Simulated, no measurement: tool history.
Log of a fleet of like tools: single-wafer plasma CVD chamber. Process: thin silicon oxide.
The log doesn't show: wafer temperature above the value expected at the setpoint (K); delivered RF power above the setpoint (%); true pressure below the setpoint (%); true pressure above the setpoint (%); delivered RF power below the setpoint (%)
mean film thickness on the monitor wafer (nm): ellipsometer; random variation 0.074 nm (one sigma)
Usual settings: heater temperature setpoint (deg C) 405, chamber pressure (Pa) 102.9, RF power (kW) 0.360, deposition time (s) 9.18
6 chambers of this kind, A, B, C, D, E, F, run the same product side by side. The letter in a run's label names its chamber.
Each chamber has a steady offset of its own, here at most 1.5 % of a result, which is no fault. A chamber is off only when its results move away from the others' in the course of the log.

run,hour,heater temperature setpoint (deg C),chamber pressure (Pa),RF power (kW),deposition time (s),hours since the last thermocouple change,hours since the last RF generator calibration,hours since the last manometer calibration,"read-back reference wafer on the same gauge, thickness_nm",mean film thickness on the monitor wafer (nm)
1B,4.4,405,102.9,0.360,9.18,850.3,832.7,1400.9,19.092,17.354
2E,7.3,405,102.9,0.360,9.18,178.4,291.2,15.3,19.131,17.215
3C,13.2,405,102.9,0.360,9.18,1967.8,138.6,725.6,19.096,17.251
4D,18.5,405,102.9,0.360,9.18,1659.3,1763.9,345.0,19.121,17.257
5A,22.7,405,102.9,0.360,9.18,2114.9,354.4,1353.9,19.104,17.192
6F,26.6,405,102.9,0.360,9.18,2695.7,2063.5,1872.6,19.086,17.360
7E,32.8,405,102.9,0.360,9.18,203.9,316.7,40.8,19.068,17.268
8D,39.0,405,102.9,0.360,9.18,1679.8,1784.4,365.5,19.112,17.462
9A,43.9,405,102.9,0.360,9.18,2136.1,375.6,1375.1,19.094,17.171
10B,49.1,405,102.9,0.360,9.18,895.0,877.4,1445.6,19.107,17.312
11F,54.3,405,102.9,0.360,9.18,2723.4,2091.2,1900.3,19.091,17.170
12C,58.2,417,102.9,0.360,9.18,2012.8,183.6,770.6,19.103,17.047
# hour 59.9: chamber C: capacitance manometer re-zeroed and calibrated
13A,62.8,417,102.9,0.360,9.18,2155.0,394.5,1394.0,19.103,17.167
# hour 64.2: chamber F: RF generator calibrated
14B,67.1,417,102.9,0.360,9.18,913.0,895.4,1463.6,19.107,17.328
15D,70.7,417,102.9,0.360,9.18,1711.5,1816.1,397.2,19.097,17.251
16F,73.6,417,102.9,0.360,9.18,2742.7,9.4,1919.6,19.111,17.346
17E,78.8,417,102.9,0.360,9.18,249.9,362.7,86.8,19.098,17.132
18C,83.2,405,102.9,0.360,9.18,2037.8,208.6,23.4,19.103,16.352
19D,87.8,405,102.9,0.360,9.18,1728.6,1833.2,414.3,19.101,17.456
20F,92.9,405,102.9,0.360,9.18,2762.0,28.7,1938.9,19.115,17.485
21C,97.7,405,102.9,0.410,9.18,2052.3,223.1,37.9,19.100,17.054
# hour 98.1: chamber F: thermocouple changed; heater temperature recalibrated
22E,101.2,405,102.9,0.410,9.18,272.3,385.1,109.2,19.110,18.167
23B,106.1,405,102.9,0.410,9.18,952.0,934.4,1502.6,19.108,18.116
24A,112.3,405,102.9,0.410,9.18,2204.5,444.0,1443.5,19.081,18.131
25D,116.2,405,102.9,0.410,9.18,1757.0,1861.6,442.7,19.103,18.086
# hour 118.3: chamber C: thermocouple changed; heater temperature recalibrated
26A,119.6,405,102.9,0.410,9.18,2211.8,451.3,1450.8,19.110,18.170
27E,125.4,405,102.9,0.360,9.18,296.5,409.3,133.4,19.090,17.291
28F,130.0,405,102.9,0.360,9.18,31.9,65.8,1976.0,19.089,17.233
29C,135.0,405,102.9,0.360,9.18,16.8,260.4,75.2,19.092,16.382
30B,138.3,405,102.9,0.360,9.18,984.2,966.6,1534.8,19.113,17.426
31F,143.8,405,102.9,0.360,9.18,45.7,79.6,1989.8,19.126,17.361
32A,147.0,405,102.9,0.360,9.18,2239.2,478.7,1478.2,19.098,17.335
33B,151.4,405,102.9,0.360,9.18,997.3,979.7,1547.9,19.102,17.453
34E,154.8,405,102.9,0.360,9.18,325.9,438.7,162.8,19.083,17.235
35D,159.1,405,102.9,0.360,9.18,1799.9,1904.5,485.6,19.089,17.443
36C,162.1,398,78.7,0.360,9.18,43.9,287.5,102.3,19.096,12.346
37A,165.1,398,78.7,0.360,9.18,2257.3,496.8,1496.3,19.096,13.261
38F,170.9,398,78.7,0.360,9.18,72.8,106.7,2016.9,19.083,13.048
39C,175.5,398,78.7,0.360,9.18,57.3,300.9,115.7,19.117,12.153
40B,180.1,398,78.7,0.360,9.18,1026.0,1008.4,1576.6,19.093,13.068

All 6 chambers run these settings next. Forecast each chamber's results:
41A,184.6,405,102.9,0.360,8.00,,,,,?
41B,184.6,405,102.9,0.360,8.00,,,,,?
41C,184.6,405,102.9,0.360,8.00,,,,,?
41D,184.6,405,102.9,0.360,8.00,,,,,?
41E,184.6,405,102.9,0.360,8.00,,,,,?
41F,184.6,405,102.9,0.360,8.00,,,,,?

run,mean film thickness on the monitor wafer (nm)
41A,15.083
41B,15.060
41C,14.339
41D,15.215
41E,14.953
41F,15.044

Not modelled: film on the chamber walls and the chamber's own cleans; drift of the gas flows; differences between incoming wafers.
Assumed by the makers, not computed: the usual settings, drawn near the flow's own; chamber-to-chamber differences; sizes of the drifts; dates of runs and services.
